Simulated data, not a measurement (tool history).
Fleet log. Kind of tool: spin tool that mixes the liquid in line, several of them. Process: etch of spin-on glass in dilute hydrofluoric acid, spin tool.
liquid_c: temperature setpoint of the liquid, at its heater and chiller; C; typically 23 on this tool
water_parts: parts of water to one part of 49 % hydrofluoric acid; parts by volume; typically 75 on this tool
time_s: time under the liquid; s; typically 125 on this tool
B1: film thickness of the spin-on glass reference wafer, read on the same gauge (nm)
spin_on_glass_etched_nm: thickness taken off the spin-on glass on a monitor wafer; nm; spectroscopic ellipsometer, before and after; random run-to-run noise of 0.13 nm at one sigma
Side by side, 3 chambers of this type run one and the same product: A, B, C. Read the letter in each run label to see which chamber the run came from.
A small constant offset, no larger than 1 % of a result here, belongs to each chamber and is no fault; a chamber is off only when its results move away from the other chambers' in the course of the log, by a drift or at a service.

{"hour": 1.7, "done": "chamber A: thermometer replaced"}
{"run": "1B", "hour": 5.8, "liquid_c": 23, "water_parts": 75, "time_s": 125, "B1": 50.018, "spin_on_glass_etched_nm": 33.938}
{"run": "2C", "hour": 14.0, "liquid_c": 23, "water_parts": 75, "time_s": 125, "B1": 49.97, "spin_on_glass_etched_nm": 34.135}
{"run": "3A", "hour": 18.7, "liquid_c": 23, "water_parts": 75, "time_s": 125, "B1": 50.028, "spin_on_glass_etched_nm": 34.541}
{"run": "4B", "hour": 24.9, "liquid_c": 23, "water_parts": 75, "time_s": 125, "B1": 50.024, "spin_on_glass_etched_nm": 34.226}
{"run": "5A", "hour": 32.8, "liquid_c": 23, "water_parts": 75, "time_s": 125, "B1": 50.029, "spin_on_glass_etched_nm": 34.653}
{"run": "6C", "hour": 40.6, "liquid_c": 23, "water_parts": 75, "time_s": 125, "B1": 49.981, "spin_on_glass_etched_nm": 34.115}
{"run": "7A", "hour": 48.7, "liquid_c": 23, "water_parts": 75, "time_s": 125, "B1": 50.024, "spin_on_glass_etched_nm": 34.713}
{"run": "8B", "hour": 52.9, "liquid_c": 23, "water_parts": 75, "time_s": 125, "B1": 49.997, "spin_on_glass_etched_nm": 34.255}
{"run": "9C", "hour": 59.7, "liquid_c": 23, "water_parts": 75, "time_s": 125, "B1": 49.963, "spin_on_glass_etched_nm": 33.976}
{"run": "10A", "hour": 67.4, "liquid_c": 23, "water_parts": 75, "time_s": 125, "B1": 50.015, "spin_on_glass_etched_nm": 34.847}
{"run": "11B", "hour": 72.7, "liquid_c": 23, "water_parts": 75, "time_s": 125, "B1": 49.982, "spin_on_glass_etched_nm": 34.384}
{"run": "12C", "hour": 78.2, "liquid_c": 23, "water_parts": 75, "time_s": 125, "B1": 50.04, "spin_on_glass_etched_nm": 34.101}
{"run": "13B", "hour": 82.1, "liquid_c": 21.5, "water_parts": 50, "time_s": 125, "B1": 49.995, "spin_on_glass_etched_nm": 49.361}
{"run": "14C", "hour": 88.5, "liquid_c": 21.5, "water_parts": 50, "time_s": 125, "B1": 50.003, "spin_on_glass_etched_nm": 49.299}
{"run": "15A", "hour": 95.1, "liquid_c": 21.5, "water_parts": 50, "time_s": 125, "B1": 50, "spin_on_glass_etched_nm": 51.864}
{"run": "16A", "hour": 103.1, "liquid_c": 23, "water_parts": 75, "time_s": 125, "B1": 49.98, "spin_on_glass_etched_nm": 35.347}
{"run": "17C", "hour": 107.6, "liquid_c": 28, "water_parts": 75, "time_s": 125, "B1": 49.998, "spin_on_glass_etched_nm": 41.637}
{"run": "18B", "hour": 116.3, "liquid_c": 28, "water_parts": 75, "time_s": 125, "B1": 50.024, "spin_on_glass_etched_nm": 41.353}
{"run": "19B", "hour": 120.8, "liquid_c": 28, "water_parts": 75, "time_s": 125, "B1": 49.988, "spin_on_glass_etched_nm": 41.5}
{"run": "20A", "hour": 125.7, "liquid_c": 23, "water_parts": 75, "time_s": 125, "B1": 49.995, "spin_on_glass_etched_nm": 35.462}
{"run": "21C", "hour": 130.5, "liquid_c": 23, "water_parts": 75, "time_s": 125, "B1": 50.006, "spin_on_glass_etched_nm": 34.259}
{"run": "22C", "hour": 135.4, "liquid_c": 23, "water_parts": 75, "time_s": 125, "B1": 49.959, "spin_on_glass_etched_nm": 34.285}
{"run": "23A", "hour": 141.0, "liquid_c": 23, "water_parts": 75, "time_s": 125, "B1": 49.975, "spin_on_glass_etched_nm": 35.593}
{"run": "24B", "hour": 148.9, "liquid_c": 23, "water_parts": 75, "time_s": 125, "B1": 50.025, "spin_on_glass_etched_nm": 34.259}
{"run": "25C", "hour": 156.4, "liquid_c": 23, "water_parts": 75, "time_s": 125, "B1": 50.058, "spin_on_glass_etched_nm": 34.013}
{"run": "26A", "hour": 163.3, "liquid_c": 23, "water_parts": 75, "time_s": 125, "B1": 49.988, "spin_on_glass_etched_nm": 35.72}
{"run": "27B", "hour": 171.4, "liquid_c": 23, "water_parts": 75, "time_s": 125, "B1": 50.023, "spin_on_glass_etched_nm": 34.13}
{"run": "28C", "hour": 177.8, "liquid_c": 23, "water_parts": 75, "time_s": 125, "B1": 49.985, "spin_on_glass_etched_nm": 34.063}
{"run": "29A", "hour": 182.9, "liquid_c": 23, "water_parts": 75, "time_s": 125, "B1": 50.019, "spin_on_glass_etched_nm": 35.95}
{"run": "30B", "hour": 187.5, "liquid_c": 23, "water_parts": 75, "time_s": 170, "B1": 50.024, "spin_on_glass_etched_nm": 46.333}
{"run": "31C", "hour": 193.2, "liquid_c": 23, "water_parts": 75, "time_s": 170, "B1": 49.998, "spin_on_glass_etched_nm": 46.331}
{"run": "32A", "hour": 199.9, "liquid_c": 23, "water_parts": 75, "time_s": 170, "B1": 49.981, "spin_on_glass_etched_nm": 49.186}
{"run": "33B", "hour": 206.0, "liquid_c": 23, "water_parts": 75, "time_s": 125, "B1": 50.009, "spin_on_glass_etched_nm": 34.131}
{"run": "34C", "hour": 211.4, "liquid_c": 23, "water_parts": 75, "time_s": 125, "B1": 49.993, "spin_on_glass_etched_nm": 34.104}
{"run": "35A", "hour": 218.4, "liquid_c": 23, "water_parts": 55, "time_s": 170, "B1": 50.005, "spin_on_glass_etched_nm": 69.249}
{"run": "36B", "hour": 224.8, "liquid_c": 23, "water_parts": 55, "time_s": 170, "B1": 50.032, "spin_on_glass_etched_nm": 64.498}
{"run": "37A", "hour": 231.1, "liquid_c": 23, "water_parts": 55, "time_s": 170, "B1": 50.018, "spin_on_glass_etched_nm": 68.939}
{"run": "38C", "hour": 235.8, "liquid_c": 27, "water_parts": 75, "time_s": 100, "B1": 50.022, "spin_on_glass_etched_nm": 32.235}

Read the log: is a single chamber off, either drifting away or since a service, is the gauge that measures every chamber drifting, or is nothing wrong beyond small per-chamber offsets? Name any odd chamber and what most likely caused it.

It is chamber A that slowly wanders off from its peers.
Likeliest cause: hydrofluoric acid flow above the setpoint (%) = 5.01.
It could be hard to tell apart here from: liquid hotter than its thermometer reads (K).

Chamber A could run next with any of the 4 candidate recipes listed below; each alters the usual settings, and their results appear as question marks. Which one brings its results back in line with what the other chambers deliver on the usual settings?
Allowed miss from the other chambers' usual-settings mean, per result, to count as in line: spin_on_glass_etched_nm 0.44 nm
{"run": "39A-1", "hour": 242.2, "liquid_c": 22.5, "water_parts": 75, "time_s": 125, "spin_on_glass_etched_nm": "?"}
{"run": "39A-2", "hour": 242.2, "liquid_c": 21.5, "water_parts": 75, "time_s": 125, "spin_on_glass_etched_nm": "?"}
{"run": "39A-3", "hour": 242.2, "liquid_c": 24.5, "water_parts": 75, "time_s": 125, "spin_on_glass_etched_nm": "?"}
{"run": "39A-4", "hour": 242.2, "liquid_c": 23.5, "water_parts": 75, "time_s": 125, "spin_on_glass_etched_nm": "?"}

What the other chambers average on the usual settings: spin_on_glass_etched_nm 34.159 nm
run=39A-1 spin_on_glass_etched_nm=35.657
run=39A-2 spin_on_glass_etched_nm=34.234
run=39A-3 spin_on_glass_etched_nm=38.628
run=39A-4 spin_on_glass_etched_nm=37.111
39A-2 puts the chamber back in line with the other chambers.

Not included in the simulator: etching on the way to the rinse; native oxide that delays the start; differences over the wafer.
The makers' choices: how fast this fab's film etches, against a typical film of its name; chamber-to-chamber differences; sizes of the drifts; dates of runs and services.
